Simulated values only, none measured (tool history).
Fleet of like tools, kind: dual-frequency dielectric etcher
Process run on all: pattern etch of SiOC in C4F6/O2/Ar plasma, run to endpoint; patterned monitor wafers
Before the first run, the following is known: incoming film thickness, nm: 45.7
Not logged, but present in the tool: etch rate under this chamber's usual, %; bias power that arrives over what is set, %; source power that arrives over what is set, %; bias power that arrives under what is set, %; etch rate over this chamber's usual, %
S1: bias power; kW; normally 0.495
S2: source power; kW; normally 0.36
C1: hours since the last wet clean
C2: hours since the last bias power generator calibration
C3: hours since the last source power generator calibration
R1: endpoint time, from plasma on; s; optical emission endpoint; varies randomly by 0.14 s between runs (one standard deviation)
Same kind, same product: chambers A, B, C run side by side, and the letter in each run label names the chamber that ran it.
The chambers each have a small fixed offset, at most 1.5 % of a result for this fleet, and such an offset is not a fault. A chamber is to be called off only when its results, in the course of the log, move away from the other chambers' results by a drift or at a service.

run	hour	S1	S2	C1	C2	C3	R1
1A	11.6	0.495	0.36	151.8	2938.8	321.2	16.044
# hour 15.4: chamber A: bias power generator calibrated
2C	17.6	0.495	0.36	336.3	3900.9	5083.4	16.039
3B	28.1	0.495	0.36	347.2	3380	1629.4	16.103
4A	34.5	0.495	0.36	174.7	19.1	344.1	15.832
5B	41	0.495	0.36	360.1	3392.9	1642.3	15.937
6C	46.6	0.495	0.36	365.3	3929.9	5112.4	15.859
7B	53.5	0.495	0.36	372.6	3405.4	1654.8	15.802
8C	64.6	0.495	0.41	383.3	3947.9	5130.4	15.219
9A	71.4	0.495	0.41	211.6	56	381	15.163
10B	79.1	0.495	0.41	398.2	3431	1680.4	15.157
11C	86.4	0.425	0.36	405.1	3969.7	5152.2	17.148
12A	95.2	0.425	0.36	235.4	79.8	404.8	16.822
13C	100.9	0.425	0.36	419.6	3984.2	5166.7	16.986
14B	106	0.495	0.36	425.1	3457.9	1707.3	16.025
15A	115.3	0.495	0.36	255.5	99.9	424.9	16.133
16C	123.2	0.495	0.36	441.9	4006.5	5189	16.378
17A	131.2	0.495	0.36	271.4	115.8	440.8	16.166
18B	136.4	0.495	0.36	455.5	3488.3	1737.7	16.142
# hour 137: chamber C: wet clean of the chamber
19C	144.3	0.495	0.36	7.4	4027.6	5210.1	16.035
20B	152.5	0.495	0.36	471.6	3504.4	1753.8	16.204
21A	158.2	0.581	0.36	298.4	142.8	467.8	15.067
22A	163.5	0.581	0.36	303.7	148.1	473.1	15.001
23B	168.9	0.581	0.36	488	3520.8	1770.2	15.362
24C	178.3	0.495	0.43	41.4	4061.6	5244.1	15.265
25A	186.1	0.495	0.43	326.3	170.7	495.7	15.051
26C	196.6	0.495	0.43	59.7	4079.9	5262.4	14.924
27B	202.2	0.495	0.36	521.3	3554.1	1803.5	16.664
28A	207.7	0.495	0.36	347.9	192.3	517.3	16.269
29C	213.9	0.576	0.43	77	4097.2	5279.7	14.334
# hour 220.2: chamber C: bias power generator calibrated
30B	223.9	0.576	0.43	543	3575.8	1825.2	14.662
31C	230.6	0.576	0.43	93.7	10.4	5296.4	14.389
32B	237.4	0.495	0.36	556.5	3589.3	1838.7	16.759
33A	243.8	0.495	0.36	384	228.4	553.4	16.056

Predict what each chamber gives when all 3 of them run the settings below next.
34A	252.1	0.61	0.36				?
34B	252.1	0.61	0.36				?
34C	252.1	0.61	0.36				?

run	R1
34A	14.874
34B	15.686
34C	14.869
